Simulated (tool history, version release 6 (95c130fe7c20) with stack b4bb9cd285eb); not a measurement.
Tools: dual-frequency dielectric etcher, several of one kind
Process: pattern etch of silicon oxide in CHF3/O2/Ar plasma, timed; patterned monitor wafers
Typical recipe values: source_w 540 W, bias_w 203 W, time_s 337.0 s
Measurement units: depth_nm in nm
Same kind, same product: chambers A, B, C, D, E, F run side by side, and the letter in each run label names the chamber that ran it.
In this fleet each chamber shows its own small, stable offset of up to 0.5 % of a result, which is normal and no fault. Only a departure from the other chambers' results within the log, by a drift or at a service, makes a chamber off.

run,hour,source_w,bias_w,time_s,hours since the last wet clean,hours since the last source power generator calibration,hours since the last bias power generator calibration,"read-back reference wafer on the same gauge, depth_nm",depth_nm
1B,2.6,540,203,337.0,311.2,2140.0,1644.1,690.65,663.21
2D,5.0,540,203,337.0,524.1,2301.3,471.1,690.12,666.76
3C,7.5,540,203,337.0,387.5,4328.3,3693.4,689.88,669.01
4E,10.9,540,203,337.0,208.4,40.6,392.0,690.06,667.74
5F,13.9,540,203,337.0,84.4,2816.2,3452.3,690.13,667.83
6A,17.4,540,203,337.0,114.5,612.2,2558.2,689.42,667.39
7E,20.2,540,203,337.0,217.7,49.9,401.3,689.85,662.60
8B,22.9,540,203,337.0,331.5,2160.3,1664.4,690.45,668.45
9F,25.9,540,203,337.0,96.4,2828.2,3464.3,690.09,662.08
10A,29.6,540,203,337.0,126.7,624.4,2570.4,690.38,664.32
11C,33.6,540,203,337.0,413.6,4354.4,3719.5,690.17,669.64
12D,36.7,540,203,337.0,555.8,2333.0,502.8,690.26,668.24
# hour 40.2: chamber D: wet clean of the chamber
13F,41.8,540,223,268.5,112.3,2844.1,3480.2,690.20,553.11
14A,44.2,540,223,268.5,141.3,639.0,2585.0,690.16,547.79
15E,48.3,540,223,268.5,245.8,78.0,429.4,689.79,553.37
16C,51.6,540,223,268.5,431.6,4372.4,3737.5,689.57,546.37
17B,55.8,540,223,268.5,364.4,2193.2,1697.3,689.59,553.22
18D,59.1,540,223,268.5,18.9,2355.4,525.2,690.10,533.90
# hour 60.6: chamber F: bias power generator calibrated
19E,61.4,540,203,337.0,258.9,91.1,442.5,690.25,668.89
20D,65.9,540,203,337.0,25.7,2362.2,532.0,690.23,648.31
21A,69.6,620,203,337.0,166.7,664.4,2610.4,690.21,698.29
22F,72.4,620,203,337.0,142.9,2874.7,11.8,690.34,706.09
# hour 73.6: chamber D: source power generator calibrated
23B,75.0,620,203,337.0,383.6,2212.4,1716.5,689.90,704.01
24C,79.1,620,203,337.0,459.1,4399.9,3765.0,690.57,704.74
25F,83.7,620,203,337.0,154.2,2886.0,23.1,689.49,709.73
26C,86.3,620,203,337.0,466.3,4407.1,3772.2,689.93,701.57
# hour 90.3: chamber C: wet clean of the chamber
27B,90.4,540,203,337.0,399.0,2227.8,1731.9,690.57,664.34
28A,94.8,540,203,337.0,191.9,689.6,2635.6,689.71,664.08
29E,97.2,540,203,337.0,294.7,126.9,478.3,689.96,669.96
30D,99.6,540,203,337.0,59.4,26.0,565.7,689.94,649.96
31B,102.8,540,203,337.0,411.4,2240.2,1744.3,690.36,662.25
32C,106.8,590,169,337.0,16.5,4427.6,3792.7,690.10,647.92
33D,109.9,590,169,337.0,69.7,36.3,576.0,689.19,627.46
34E,114.4,590,169,337.0,311.9,144.1,495.5,689.89,652.85
35A,116.9,590,169,337.0,214.0,711.7,2657.7,689.58,646.28
36F,121.7,590,169,337.0,192.2,2924.0,61.1,690.37,653.63
37E,124.8,590,169,337.0,322.3,154.5,505.9,690.74,650.13
38A,127.8,540,203,337.0,224.9,722.6,2668.6,690.11,664.41

Is one chamber out of step, is the gauge drifting, or do the chambers differ by no more than their own small offsets? For an off chamber, give its letter and the likeliest cause.

A service left chamber D off against the others.
Likeliest cause: etch rate under this chamber's usual, % = 3.06.

Which of the 4 candidates below, each the usual settings with something changed and its results left as question marks, puts chamber D back in line with what the other chambers give on the usual settings?
In line here means within this much of the mean the other chambers give on the usual settings: depth_nm 8.70 nm
39D-1,131.5,540,202,328.5,,,,,?
39D-2,131.5,560,211,337.0,,,,,?
39D-3,131.5,530,201,321.5,,,,,?
39D-4,131.5,550,205,352.5,,,,,?

The mean the other chambers reach with the usual settings: depth_nm 667.49 nm
run,depth_nm
39D-1,628.21
39D-2,663.30
39D-3,609.49
39D-4,682.24
39D-2 is the one that brings the chamber's results back in line with the other chambers.

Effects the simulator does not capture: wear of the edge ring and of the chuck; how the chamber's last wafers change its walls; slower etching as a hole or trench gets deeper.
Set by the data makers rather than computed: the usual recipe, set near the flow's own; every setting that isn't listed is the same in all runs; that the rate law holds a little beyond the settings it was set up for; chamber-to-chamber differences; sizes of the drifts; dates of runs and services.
